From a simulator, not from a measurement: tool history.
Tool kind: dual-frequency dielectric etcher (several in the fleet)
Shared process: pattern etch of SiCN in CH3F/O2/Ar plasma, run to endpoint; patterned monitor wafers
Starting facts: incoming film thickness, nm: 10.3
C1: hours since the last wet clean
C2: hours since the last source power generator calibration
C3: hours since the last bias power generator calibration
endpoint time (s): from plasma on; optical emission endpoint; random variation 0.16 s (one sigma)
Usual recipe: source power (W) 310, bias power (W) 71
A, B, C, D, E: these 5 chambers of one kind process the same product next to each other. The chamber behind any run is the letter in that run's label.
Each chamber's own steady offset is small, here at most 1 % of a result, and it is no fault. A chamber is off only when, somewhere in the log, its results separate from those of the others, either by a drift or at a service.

At hour 6.7: chamber B: source power generator calibrated.
Run 1A, hour 7.8: usual settings; C1 401.5; C2 120.2; C3 402.7. Result: endpoint time (s) 30.550.
Run 2B, hour 23.0: usual settings; C1 415.3; C2 16.4; C3 144.8. Result: endpoint time (s) 30.356.
At hour 31.6: chamber B: wet clean of the chamber.
Run 3C, hour 38.9: usual settings; C1 57.2; C2 1171.9; C3 1010.5. Result: endpoint time (s) 30.100.
Run 4E, hour 53.8: usual settings; C1 382.8; C2 2197.0; C3 1892.4. Result: endpoint time (s) 30.589.
Run 5D, hour 63.2: usual settings; C1 82.2; C2 192.8; C3 709.5. Result: endpoint time (s) 30.158.
Run 6C, hour 71.4: usual settings; C1 89.7; C2 1204.4; C3 1043.0. Result: endpoint time (s) 30.070.
Run 7A, hour 86.5: usual settings; C1 480.2; C2 198.9; C3 481.4. Result: endpoint time (s) 30.656.
Run 8E, hour 95.7: usual settings; C1 424.7; C2 2238.9; C3 1934.3. Result: endpoint time (s) 30.394.
Run 9B, hour 107.5: usual settings but source power (W) 270, bias power (W) 84; C1 76.0; C2 100.9; C3 229.3. Result: endpoint time (s) 29.770.
Run 10D, hour 119.7: usual settings but source power (W) 270, bias power (W) 84; C1 138.7; C2 249.3; C3 766.0. Result: endpoint time (s) 30.119.
Run 11B, hour 131.6: usual settings but source power (W) 270, bias power (W) 84; C1 100.1; C2 125.0; C3 253.4. Result: endpoint time (s) 29.906.
Run 12D, hour 143.1: usual settings but source power (W) 270, bias power (W) 84; C1 162.1; C2 272.7; C3 789.4. Result: endpoint time (s) 29.873.
At hour 146.1: chamber A: wet clean of the chamber.
Run 13C, hour 154.4: usual settings but source power (W) 270, bias power (W) 84; C1 172.7; C2 1287.4; C3 1126.0. Result: endpoint time (s) 30.018.
Run 14A, hour 163.0: usual settings; C1 17.0; C2 275.4; C3 557.9. Result: endpoint time (s) 30.549.
Run 15E, hour 170.4: usual settings; C1 499.4; C2 2313.6; C3 2009.0. Result: endpoint time (s) 30.256.
Run 16A, hour 183.0: usual settings; C1 37.0; C2 295.4; C3 577.9. Result: endpoint time (s) 30.526.
Run 17B, hour 198.1: usual settings; C1 166.6; C2 191.5; C3 319.9. Result: endpoint time (s) 30.312.
At hour 199.6: chamber E: wet clean of the chamber.
Run 18E, hour 208.3: usual settings; C1 8.8; C2 2351.5; C3 2046.9. Result: endpoint time (s) 30.304.
Run 19D, hour 216.0: usual settings; C1 235.0; C2 345.6; C3 862.3. Result: endpoint time (s) 30.554.
Run 20C, hour 225.7: usual settings; C1 244.0; C2 1358.7; C3 1197.3. Result: endpoint time (s) 30.391.
Run 21B, hour 237.3: usual settings; C1 205.8; C2 230.7; C3 359.1. Result: endpoint time (s) 30.182.
Run 22E, hour 249.9: usual settings; C1 50.4; C2 2393.1; C3 2088.5. Result: endpoint time (s) 30.363.
Run 23D, hour 265.4: usual settings; C1 284.4; C2 395.0; C3 911.7. Result: endpoint time (s) 30.362.
Run 24A, hour 278.4: usual settings; C1 132.4; C2 390.8; C3 673.3. Result: endpoint time (s) 30.754.
Run 25C, hour 291.7: usual settings but source power (W) 280; C1 310.0; C2 1424.7; C3 1263.3. Result: endpoint time (s) 31.383.
Run 26E, hour 306.1: usual settings but source power (W) 280; C1 106.6; C2 2449.3; C3 2144.7. Result: endpoint time (s) 31.394.
Run 27A, hour 317.5: usual settings but source power (W) 280; C1 171.5; C2 429.9; C3 712.4. Result: endpoint time (s) 31.743.
Run 28B, hour 331.0: usual settings but source power (W) 280; C1 299.5; C2 324.4; C3 452.8. Result: endpoint time (s) 31.449.
Run 29C, hour 341.3: usual settings but source power (W) 280; C1 359.6; C2 1474.3; C3 1312.9. Result: endpoint time (s) 31.412.
Run 30D, hour 353.4: usual settings; C1 372.4; C2 483.0; C3 999.7. Result: endpoint time (s) 30.118.
At hour 357.5: chamber D: wet clean of the chamber.
Run 31C, hour 362.5: usual settings; C1 380.8; C2 1495.5; C3 1334.1. Result: endpoint time (s) 29.995.
Run 32B, hour 372.6: usual settings; C1 341.1; C2 366.0; C3 494.4. Result: endpoint time (s) 30.354.
Run 33D, hour 381.6: usual settings; C1 24.1; C2 511.2; C3 1027.9. Result: endpoint time (s) 30.558.
Run 34E, hour 395.1: usual settings; C1 195.6; C2 2538.3; C3 2233.7. Result: endpoint time (s) 30.406.
Run 35A, hour 410.2: usual settings; C1 264.2; C2 522.6; C3 805.1. Result: endpoint time (s) 30.576.
Run 36E, hour 420.8: usual settings; C1 221.3; C2 2564.0; C3 2259.4. Result: endpoint time (s) 30.435.
Run 37D, hour 436.9: usual settings; C1 79.4; C2 566.5; C3 1083.2. Result: endpoint time (s) 30.439.
Run 38A, hour 445.1: usual settings; C1 299.1; C2 557.5; C3 840.0. Result: endpoint time (s) 30.628.
Run 39B, hour 454.5: usual settings; C1 423.0; C2 447.9; C3 576.3. Result: endpoint time (s) 30.419.
Run 40C, hour 462.9: usual settings; C1 481.2; C2 1595.9; C3 1434.5. Result: endpoint time (s) 29.928.
Run 41E, hour 477.0: usual settings; C1 277.5; C2 2620.2; C3 2315.6. Result: endpoint time (s) 30.444.

Decide between three cases: one chamber stands off from its peers, the gauge reading all wafers drifts, or nothing is wrong past each chamber's small offset. Where a chamber is off, say which and what most likely put it there.

No chamber stands off beyond its own small offset, and the gauge holds steady.

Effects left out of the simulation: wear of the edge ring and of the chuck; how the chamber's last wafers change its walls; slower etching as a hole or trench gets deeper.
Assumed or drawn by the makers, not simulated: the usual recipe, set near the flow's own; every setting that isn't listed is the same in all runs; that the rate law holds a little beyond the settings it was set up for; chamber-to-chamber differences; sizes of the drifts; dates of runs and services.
